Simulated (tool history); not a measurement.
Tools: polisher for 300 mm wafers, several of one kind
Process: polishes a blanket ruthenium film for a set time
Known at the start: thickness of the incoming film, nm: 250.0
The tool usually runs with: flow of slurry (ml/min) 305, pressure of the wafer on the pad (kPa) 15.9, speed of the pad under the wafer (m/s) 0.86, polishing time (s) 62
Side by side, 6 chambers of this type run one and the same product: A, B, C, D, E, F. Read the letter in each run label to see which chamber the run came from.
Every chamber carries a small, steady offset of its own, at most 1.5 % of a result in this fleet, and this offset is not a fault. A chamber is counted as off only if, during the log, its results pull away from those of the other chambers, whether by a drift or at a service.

run,day,flow of slurry (ml/min),pressure of the wafer on the pad (kPa),speed of the pad under the wafer (m/s),polishing time (s),wafers polished on this pad,hours since the slurry nozzle was cleaned,hours since the head pressure was calibrated,film removed (Å)
1C,0.196,305,15.9,0.86,62,709,359.9,662.5,554.27
# day 0.300: chamber E: worn pad replaced by a new one
2A,0.342,305,15.9,0.86,62,567,202.6,52.9,565.99
# day 0.417: chamber E: slurry nozzle cleaned
3B,0.579,305,15.9,0.86,62,303,164.4,275.5,539.02
# day 0.638: chamber C: worn pad replaced by a new one
4F,0.746,305,15.9,0.86,62,279,56.9,200.4,558.22
5E,0.917,305,15.9,0.86,62,164,12.1,572.3,551.79
6D,1.042,305,15.9,0.86,62,777,431.6,119.8,552.49
7B,1.229,305,15.9,0.74,62,476,180.0,291.1,466.62
# day 1.412: chamber A: worn pad replaced by a new one
8A,1.417,305,15.9,0.74,62,1,228.4,78.7,484.39
9E,1.612,305,15.9,0.74,62,350,28.8,589.0,478.22
10D,1.738,305,15.9,0.74,62,963,448.3,136.5,475.28
11F,1.950,305,15.9,0.74,62,599,85.8,229.3,482.38
12C,2.054,305,15.9,0.74,62,377,404.5,707.1,487.36
# day 2.246: chamber D: worn pad replaced by a new one
13D,2.288,305,15.9,0.86,62,11,461.5,149.7,551.79
14B,2.479,305,15.9,0.86,62,809,210.0,321.1,542.65
# day 2.583: chamber E: worn pad replaced by a new one
15A,2.683,305,15.9,0.86,62,339,258.8,109.1,559.92
16F,2.858,305,15.9,0.86,62,841,107.6,251.1,554.91
17E,3.067,305,15.9,0.86,62,128,63.7,623.9,553.08
18C,3.204,395,15.9,0.66,62,684,432.1,734.7,442.61
19D,3.396,395,15.9,0.66,62,306,488.1,176.3,434.08
20F,3.621,395,15.9,0.66,62,1045,125.9,269.4,444.19
21C,3.754,395,15.9,0.66,62,830,445.3,747.9,433.09
22E,3.942,395,15.9,0.66,62,362,84.7,644.9,439.03
23A,4.092,395,15.9,0.66,62,714,292.6,142.9,434.94
# day 4.217: chamber B: worn pad replaced by a new one
24B,4.296,305,15.9,0.86,62,21,253.6,364.7,545.68
25D,4.404,305,15.9,0.86,62,575,512.3,200.5,545.41
# day 4.462: chamber A: worn pad replaced by a new one
# day 4.512: chamber A: slurry nozzle cleaned
26B,4.596,305,15.9,0.86,62,101,260.8,371.9,556.65
# day 4.717: chamber C: worn pad replaced by a new one
# day 4.758: chamber F: worn pad replaced by a new one
27F,4.762,305,15.9,0.64,62,2,153.3,296.8,431.04
28E,4.933,305,15.9,0.64,62,626,108.5,668.7,421.34
29A,5.138,305,15.9,0.64,62,180,15.0,168.0,415.35
# day 5.208: chamber E: worn pad replaced by a new one
30C,5.279,305,15.9,0.64,62,150,481.9,784.5,425.75
31F,5.450,305,15.9,0.64,62,185,169.8,313.3,435.88
32A,5.646,305,15.9,0.64,62,316,27.2,180.2,419.71
33E,5.767,305,15.9,0.86,62,149,128.5,688.7,550.35
# day 5.917: chamber D: worn pad replaced by a new one
34D,5.983,305,15.9,0.86,62,18,550.2,238.4,552.38
# day 6.104: chamber B: head pressure recalibrated
35C,6.167,305,15.9,0.86,62,387,503.2,805.8,568.36
36B,6.392,230,15.9,0.76,62,580,303.9,6.9,471.66
37D,6.625,230,15.9,0.76,62,189,565.6,253.8,475.38
38B,6.808,230,15.9,0.76,62,691,313.9,16.9,486.62
39F,7.033,230,15.9,0.76,62,606,207.8,351.3,510.95
40A,7.175,230,15.9,0.76,62,723,63.9,216.9,477.67
41C,7.371,230,15.9,0.76,62,708,532.1,834.7,478.37
# day 7.375: chamber A: worn pad replaced by a new one
42E,7.571,305,15.9,0.86,62,629,171.8,732.0,572.07
# day 7.775: chamber E: worn pad replaced by a new one
43E,7.804,305,15.9,0.86,62,7,177.4,737.6,553.66
44A,7.979,305,15.9,0.86,62,161,83.2,236.2,552.48

For the next run the whole fleet of 6 chambers uses the same settings. Give each chamber's results:
45A,8.146,365,15.9,0.86,62,,,,?
45B,8.146,365,15.9,0.86,62,,,,?
45C,8.146,365,15.9,0.86,62,,,,?
45D,8.146,365,15.9,0.86,62,,,,?
45E,8.146,365,15.9,0.86,62,,,,?
45F,8.146,365,15.9,0.86,62,,,,?

run,film removed (Å)
45A,557.37
45B,564.48
45C,558.84
45D,549.89
45E,569.47
45F,626.66
